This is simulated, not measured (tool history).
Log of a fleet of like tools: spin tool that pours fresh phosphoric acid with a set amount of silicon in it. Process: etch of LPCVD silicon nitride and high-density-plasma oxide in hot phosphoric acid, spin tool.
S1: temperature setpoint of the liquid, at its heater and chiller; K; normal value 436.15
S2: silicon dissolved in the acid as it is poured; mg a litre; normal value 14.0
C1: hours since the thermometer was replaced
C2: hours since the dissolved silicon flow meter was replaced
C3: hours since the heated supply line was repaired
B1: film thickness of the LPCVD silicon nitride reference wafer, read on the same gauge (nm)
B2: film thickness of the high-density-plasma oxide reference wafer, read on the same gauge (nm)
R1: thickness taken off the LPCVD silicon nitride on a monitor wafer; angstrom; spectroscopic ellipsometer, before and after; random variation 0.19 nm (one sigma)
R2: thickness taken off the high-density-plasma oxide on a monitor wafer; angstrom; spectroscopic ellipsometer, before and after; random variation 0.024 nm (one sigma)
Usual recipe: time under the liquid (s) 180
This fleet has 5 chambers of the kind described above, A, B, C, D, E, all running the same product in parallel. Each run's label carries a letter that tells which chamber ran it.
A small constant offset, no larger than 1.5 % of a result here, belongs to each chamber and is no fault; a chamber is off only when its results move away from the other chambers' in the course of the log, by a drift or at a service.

{"run": "1A", "hour": 12.5, "S1": 436.15, "S2": 14.0, "time under the liquid (s)": 180, "C1": 1760.0, "C2": 1053.4, "C3": 108.9, "B1": 149.95, "B2": 110.01, "R1": 187.29, "R2": 9.3976}
{"run": "2D", "hour": 19.0, "S1": 436.15, "S2": 14.0, "time under the liquid (s)": 180, "C1": 380.4, "C2": 624.2, "C3": 57.8, "B1": 150.03, "B2": 110.02, "R1": 190.06, "R2": 8.5782}
{"run": "3C", "hour": 33.1, "S1": 436.15, "S2": 14.0, "time under the liquid (s)": 180, "C1": 320.8, "C2": 1077.9, "C3": 2086.3, "B1": 149.98, "B2": 109.97, "R1": 186.48, "R2": 8.9511}
{"run": "4E", "hour": 41.9, "S1": 436.15, "S2": 14.0, "time under the liquid (s)": 180, "C1": 320.6, "C2": 1023.0, "C3": 2254.7, "B1": 149.99, "B2": 109.96, "R1": 187.54, "R2": 8.8655}
{"run": "5B", "hour": 50.3, "S1": 436.15, "S2": 14.0, "time under the liquid (s)": 180, "C1": 1238.0, "C2": 67.0, "C3": 1270.9, "B1": 150.02, "B2": 110.0, "R1": 185.49, "R2": 9.0523}
{"run": "6C", "hour": 58.3, "S1": 436.15, "S2": 14.0, "time under the liquid (s)": 180, "C1": 346.0, "C2": 1103.1, "C3": 2111.5, "B1": 149.97, "B2": 109.99, "R1": 186.3, "R2": 8.818}
{"run": "7A", "hour": 69.1, "S1": 438.65, "S2": 14.0, "time under the liquid (s)": 140, "C1": 1816.6, "C2": 1110.0, "C3": 165.5, "B1": 149.99, "B2": 110.02, "R1": 157.38, "R2": 8.4083}
{"run": "8E", "hour": 77.2, "S1": 438.65, "S2": 14.0, "time under the liquid (s)": 140, "C1": 355.9, "C2": 1058.3, "C3": 2290.0, "B1": 150.0, "B2": 110.0, "R1": 158.86, "R2": 8.6528}
{"run": "9B", "hour": 88.6, "S1": 438.65, "S2": 14.0, "time under the liquid (s)": 140, "C1": 1276.3, "C2": 105.3, "C3": 1309.2, "B1": 150.02, "B2": 110.0, "R1": 158.96, "R2": 7.7471}
{"run": "10D", "hour": 96.7, "S1": 438.65, "S2": 14.0, "time under the liquid (s)": 140, "C1": 458.1, "C2": 701.9, "C3": 135.5, "B1": 149.98, "B2": 109.98, "R1": 160.93, "R2": 8.1146}
{"hour": 106.7, "done": "chamber C: dissolved silicon flow meter replaced"}
{"run": "11A", "hour": 109.0, "S1": 438.65, "S2": 14.0, "time under the liquid (s)": 140, "C1": 1856.5, "C2": 1149.9, "C3": 205.4, "B1": 149.98, "B2": 110.01, "R1": 156.75, "R2": 8.2206}
{"run": "12D", "hour": 116.0, "S1": 436.15, "S2": 14.0, "time under the liquid (s)": 180, "C1": 477.4, "C2": 721.2, "C3": 154.8, "B1": 149.99, "B2": 109.99, "R1": 185.29, "R2": 9.1185}
{"run": "13B", "hour": 123.6, "S1": 436.15, "S2": 6.0, "time under the liquid (s)": 180, "C1": 1311.3, "C2": 140.3, "C3": 1344.2, "B1": 149.97, "B2": 109.98, "R1": 185.5, "R2": 10.191}
{"run": "14E", "hour": 132.2, "S1": 436.15, "S2": 6.0, "time under the liquid (s)": 180, "C1": 410.9, "C2": 1113.3, "C3": 2345.0, "B1": 149.98, "B2": 110.02, "R1": 189.83, "R2": 10.475}
{"run": "15C", "hour": 144.3, "S1": 436.15, "S2": 6.0, "time under the liquid (s)": 180, "C1": 432.0, "C2": 37.6, "C3": 2197.5, "B1": 150.01, "B2": 110.02, "R1": 185.56, "R2": 10.168}
{"run": "16A", "hour": 158.7, "S1": 436.15, "S2": 6.0, "time under the liquid (s)": 180, "C1": 1906.2, "C2": 1199.6, "C3": 255.1, "B1": 150.02, "B2": 110.02, "R1": 187.4, "R2": 10.443}
{"run": "17C", "hour": 167.4, "S1": 436.15, "S2": 6.0, "time under the liquid (s)": 180, "C1": 455.1, "C2": 60.7, "C3": 2220.6, "B1": 150.02, "B2": 110.02, "R1": 188.73, "R2": 10.584}
{"hour": 168.1, "done": "chamber E: dissolved silicon flow meter replaced"}
{"run": "18D", "hour": 173.7, "S1": 436.15, "S2": 9.5, "time under the liquid (s)": 110, "C1": 535.1, "C2": 778.9, "C3": 212.5, "B1": 149.98, "B2": 110.02, "R1": 115.79, "R2": 6.1399}
{"run": "19B", "hour": 180.9, "S1": 436.15, "S2": 9.5, "time under the liquid (s)": 110, "C1": 1368.6, "C2": 197.6, "C3": 1401.5, "B1": 149.98, "B2": 109.98, "R1": 112.34, "R2": 6.0095}
{"run": "20E", "hour": 187.7, "S1": 436.15, "S2": 9.5, "time under the liquid (s)": 110, "C1": 466.4, "C2": 19.7, "C3": 2400.5, "B1": 149.99, "B2": 109.99, "R1": 115.32, "R2": 5.8325}
{"run": "21C", "hour": 195.2, "S1": 436.15, "S2": 9.5, "time under the liquid (s)": 110, "C1": 482.9, "C2": 88.5, "C3": 2248.4, "B1": 150.0, "B2": 109.96, "R1": 113.87, "R2": 6.3198}
{"run": "22E", "hour": 205.2, "S1": 436.15, "S2": 9.5, "time under the liquid (s)": 110, "C1": 483.9, "C2": 37.2, "C3": 2418.0, "B1": 149.97, "B2": 110.0, "R1": 114.38, "R2": 5.7061}
{"run": "23A", "hour": 214.5, "S1": 436.15, "S2": 14.0, "time under the liquid (s)": 180, "C1": 1962.0, "C2": 1255.4, "C3": 310.9, "B1": 149.98, "B2": 109.98, "R1": 187.85, "R2": 8.7259}
{"run": "24B", "hour": 223.8, "S1": 436.15, "S2": 14.0, "time under the liquid (s)": 180, "C1": 1411.5, "C2": 240.5, "C3": 1444.4, "B1": 150.0, "B2": 110.02, "R1": 185.04, "R2": 8.448}
{"run": "25D", "hour": 237.5, "S1": 436.15, "S2": 17.5, "time under the liquid (s)": 180, "C1": 598.9, "C2": 842.7, "C3": 276.3, "B1": 150.0, "B2": 110.02, "R1": 188.24, "R2": 7.816}
{"run": "26E", "hour": 244.6, "S1": 436.15, "S2": 17.5, "time under the liquid (s)": 180, "C1": 523.3, "C2": 76.6, "C3": 2457.4, "B1": 150.0, "B2": 110.04, "R1": 185.2, "R2": 7.8537}
{"run": "27C", "hour": 258.8, "S1": 436.15, "S2": 17.5, "time under the liquid (s)": 180, "C1": 546.5, "C2": 152.1, "C3": 2312.0, "B1": 150.02, "B2": 110.01, "R1": 183.42, "R2": 8.2686}
{"run": "28D", "hour": 265.4, "S1": 436.15, "S2": 17.5, "time under the liquid (s)": 180, "C1": 626.8, "C2": 870.6, "C3": 304.2, "B1": 149.98, "B2": 109.98, "R1": 187.94, "R2": 8.0759}
{"run": "29A", "hour": 275.8, "S1": 436.15, "S2": 17.5, "time under the liquid (s)": 180, "C1": 2023.3, "C2": 1316.7, "C3": 372.2, "B1": 149.98, "B2": 110.03, "R1": 187.44, "R2": 8.4585}
{"run": "30B", "hour": 283.1, "S1": 436.15, "S2": 14.0, "time under the liquid (s)": 180, "C1": 1470.8, "C2": 299.8, "C3": 1503.7, "B1": 150.0, "B2": 109.96, "R1": 186.58, "R2": 8.8001}
{"run": "31B", "hour": 290.7, "S1": 436.15, "S2": 14.0, "time under the liquid (s)": 180, "C1": 1478.4, "C2": 307.4, "C3": 1511.3, "B1": 149.99, "B2": 110.03, "R1": 186.71, "R2": 8.7625}
{"run": "32D", "hour": 301.8, "S1": 438.15, "S2": 14.0, "time under the liquid (s)": 180, "C1": 663.2, "C2": 907.0, "C3": 340.6, "B1": 150.03, "B2": 110.01, "R1": 198.99, "R2": 10.234}
{"run": "33A", "hour": 310.6, "S1": 438.15, "S2": 14.0, "time under the liquid (s)": 180, "C1": 2058.1, "C2": 1351.5, "C3": 407.0, "B1": 150.0, "B2": 110.01, "R1": 198.37, "R2": 10.176}

All chambers now run identical settings, listed one chamber a line with results as question marks. What results will each chamber show?
{"run": "34A", "hour": 321.1, "S1": 436.15, "S2": 14.0, "time under the liquid (s)": 180, "R1": "?", "R2": "?"}
{"run": "34B", "hour": 321.1, "S1": 436.15, "S2": 14.0, "time under the liquid (s)": 180, "R1": "?", "R2": "?"}
{"run": "34C", "hour": 321.1, "S1": 436.15, "S2": 14.0, "time under the liquid (s)": 180, "R1": "?", "R2": "?"}
{"run": "34D", "hour": 321.1, "S1": 436.15, "S2": 14.0, "time under the liquid (s)": 180, "R1": "?", "R2": "?"}
{"run": "34E", "hour": 321.1, "S1": 436.15, "S2": 14.0, "time under the liquid (s)": 180, "R1": "?", "R2": "?"}

run=34A R1=185.55 R2=8.5757
run=34B R1=185.59 R2=8.9348
run=34C R1=185.74 R2=8.5369
run=34D R1=188.78 R2=8.9512
run=34E R1=189.18 R2=8.8712
